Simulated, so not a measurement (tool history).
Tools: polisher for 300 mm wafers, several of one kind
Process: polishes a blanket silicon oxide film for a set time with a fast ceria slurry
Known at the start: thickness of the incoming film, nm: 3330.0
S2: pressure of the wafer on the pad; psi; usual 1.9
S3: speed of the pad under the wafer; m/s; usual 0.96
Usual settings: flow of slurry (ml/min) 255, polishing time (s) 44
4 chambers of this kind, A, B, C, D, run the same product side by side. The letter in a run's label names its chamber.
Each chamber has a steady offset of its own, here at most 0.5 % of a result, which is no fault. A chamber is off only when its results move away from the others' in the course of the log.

{"run": "1D", "hour": 3.0, "flow of slurry (ml/min)": 255, "S2": 1.9, "S3": 0.96, "polishing time (s)": 44, "film removed (nm)": 422.06}
{"run": "2A", "hour": 7.6, "flow of slurry (ml/min)": 255, "S2": 1.9, "S3": 0.96, "polishing time (s)": 44, "film removed (nm)": 428.2}
{"hour": 9.6, "done": "chamber A: worn pad replaced by a new one"}
{"run": "3B", "hour": 13.8, "flow of slurry (ml/min)": 255, "S2": 1.9, "S3": 0.96, "polishing time (s)": 44, "film removed (nm)": 419.46}
{"run": "4C", "hour": 19.2, "flow of slurry (ml/min)": 255, "S2": 1.9, "S3": 0.96, "polishing time (s)": 44, "film removed (nm)": 421.86}
{"run": "5D", "hour": 22.1, "flow of slurry (ml/min)": 255, "S2": 1.9, "S3": 0.96, "polishing time (s)": 44, "film removed (nm)": 431.45}
{"run": "6C", "hour": 25.9, "flow of slurry (ml/min)": 255, "S2": 1.9, "S3": 0.96, "polishing time (s)": 44, "film removed (nm)": 422.42}
{"run": "7B", "hour": 29.3, "flow of slurry (ml/min)": 255, "S2": 1.9, "S3": 0.96, "polishing time (s)": 44, "film removed (nm)": 415.69}
{"run": "8A", "hour": 32.9, "flow of slurry (ml/min)": 255, "S2": 1.9, "S3": 0.96, "polishing time (s)": 44, "film removed (nm)": 426.38}
{"run": "9A", "hour": 36.2, "flow of slurry (ml/min)": 255, "S2": 1.9, "S3": 0.96, "polishing time (s)": 44, "film removed (nm)": 425.14}
{"run": "10D", "hour": 41.0, "flow of slurry (ml/min)": 255, "S2": 1.9, "S3": 0.96, "polishing time (s)": 44, "film removed (nm)": 426.42}
{"hour": 41.7, "done": "chamber B: worn pad replaced by a new one"}
{"run": "11C", "hour": 46.8, "flow of slurry (ml/min)": 255, "S2": 1.9, "S3": 0.96, "polishing time (s)": 59, "film removed (nm)": 566.38}
{"run": "12B", "hour": 49.9, "flow of slurry (ml/min)": 255, "S2": 1.9, "S3": 0.96, "polishing time (s)": 59, "film removed (nm)": 563.98}
{"hour": 55.0, "done": "chamber C: worn pad replaced by a new one"}
{"run": "13C", "hour": 55.7, "flow of slurry (ml/min)": 255, "S2": 1.9, "S3": 0.96, "polishing time (s)": 59, "film removed (nm)": 546.79}
{"run": "14A", "hour": 60.4, "flow of slurry (ml/min)": 255, "S2": 1.9, "S3": 0.96, "polishing time (s)": 59, "film removed (nm)": 570.86}
{"run": "15D", "hour": 66.3, "flow of slurry (ml/min)": 215, "S2": 1.9, "S3": 0.96, "polishing time (s)": 55, "film removed (nm)": 513.66}
{"run": "16B", "hour": 70.3, "flow of slurry (ml/min)": 215, "S2": 1.9, "S3": 0.96, "polishing time (s)": 55, "film removed (nm)": 521.14}
{"run": "17D", "hour": 76.7, "flow of slurry (ml/min)": 215, "S2": 1.9, "S3": 0.96, "polishing time (s)": 55, "film removed (nm)": 501.26}
{"run": "18B", "hour": 80.0, "flow of slurry (ml/min)": 215, "S2": 1.9, "S3": 0.96, "polishing time (s)": 55, "film removed (nm)": 515.04}
{"run": "19A", "hour": 83.0, "flow of slurry (ml/min)": 255, "S2": 1.6, "S3": 0.96, "polishing time (s)": 44, "film removed (nm)": 361.89}
{"hour": 84.9, "done": "chamber C: head pressure recalibrated"}
{"run": "20C", "hour": 88.4, "flow of slurry (ml/min)": 255, "S2": 1.6, "S3": 0.96, "polishing time (s)": 44, "film removed (nm)": 350.42}
{"run": "21B", "hour": 91.3, "flow of slurry (ml/min)": 255, "S2": 1.6, "S3": 0.96, "polishing time (s)": 44, "film removed (nm)": 349.49}
{"run": "22C", "hour": 94.5, "flow of slurry (ml/min)": 255, "S2": 1.6, "S3": 0.96, "polishing time (s)": 44, "film removed (nm)": 356.48}
{"run": "23A", "hour": 100.3, "flow of slurry (ml/min)": 255, "S2": 1.9, "S3": 0.8, "polishing time (s)": 56, "film removed (nm)": 447.19}
{"run": "24D", "hour": 103.3, "flow of slurry (ml/min)": 255, "S2": 1.9, "S3": 0.8, "polishing time (s)": 56, "film removed (nm)": 426.68}
{"run": "25B", "hour": 106.6, "flow of slurry (ml/min)": 255, "S2": 1.9, "S3": 0.8, "polishing time (s)": 56, "film removed (nm)": 450.02}
{"run": "26A", "hour": 110.8, "flow of slurry (ml/min)": 255, "S2": 1.9, "S3": 0.8, "polishing time (s)": 56, "film removed (nm)": 452.94}
{"run": "27D", "hour": 115.7, "flow of slurry (ml/min)": 305, "S2": 1.9, "S3": 0.96, "polishing time (s)": 57, "film removed (nm)": 533.08}
{"hour": 117.5, "done": "chamber C: slurry nozzle cleaned"}
{"run": "28C", "hour": 122.0, "flow of slurry (ml/min)": 305, "S2": 1.9, "S3": 0.96, "polishing time (s)": 57, "film removed (nm)": 553.6}
{"hour": 126.8, "done": "chamber B: worn pad replaced by a new one"}
{"run": "29B", "hour": 127.2, "flow of slurry (ml/min)": 305, "S2": 1.9, "S3": 0.96, "polishing time (s)": 57, "film removed (nm)": 558.51}
{"hour": 129.9, "done": "chamber A: worn pad replaced by a new one"}
{"run": "30A", "hour": 133.7, "flow of slurry (ml/min)": 305, "S2": 1.9, "S3": 0.96, "polishing time (s)": 57, "film removed (nm)": 556.45}
{"run": "31C", "hour": 137.0, "flow of slurry (ml/min)": 255, "S2": 1.9, "S3": 0.96, "polishing time (s)": 44, "film removed (nm)": 411.86}

Next, every chamber runs the same settings. What will each give?
{"run": "32A", "hour": 141.7, "flow of slurry (ml/min)": 255, "S2": 1.9, "S3": 0.96, "polishing time (s)": 39, "film removed (nm)": "?"}
{"run": "32B", "hour": 141.7, "flow of slurry (ml/min)": 255, "S2": 1.9, "S3": 0.96, "polishing time (s)": 39, "film removed (nm)": "?"}
{"run": "32C", "hour": 141.7, "flow of slurry (ml/min)": 255, "S2": 1.9, "S3": 0.96, "polishing time (s)": 39, "film removed (nm)": "?"}
{"run": "32D", "hour": 141.7, "flow of slurry (ml/min)": 255, "S2": 1.9, "S3": 0.96, "polishing time (s)": 39, "film removed (nm)": "?"}

run=32A film_removed_(nm)=379.8
run=32B film_removed_(nm)=367.86
run=32C film_removed_(nm)=375.17
run=32D film_removed_(nm)=342.51
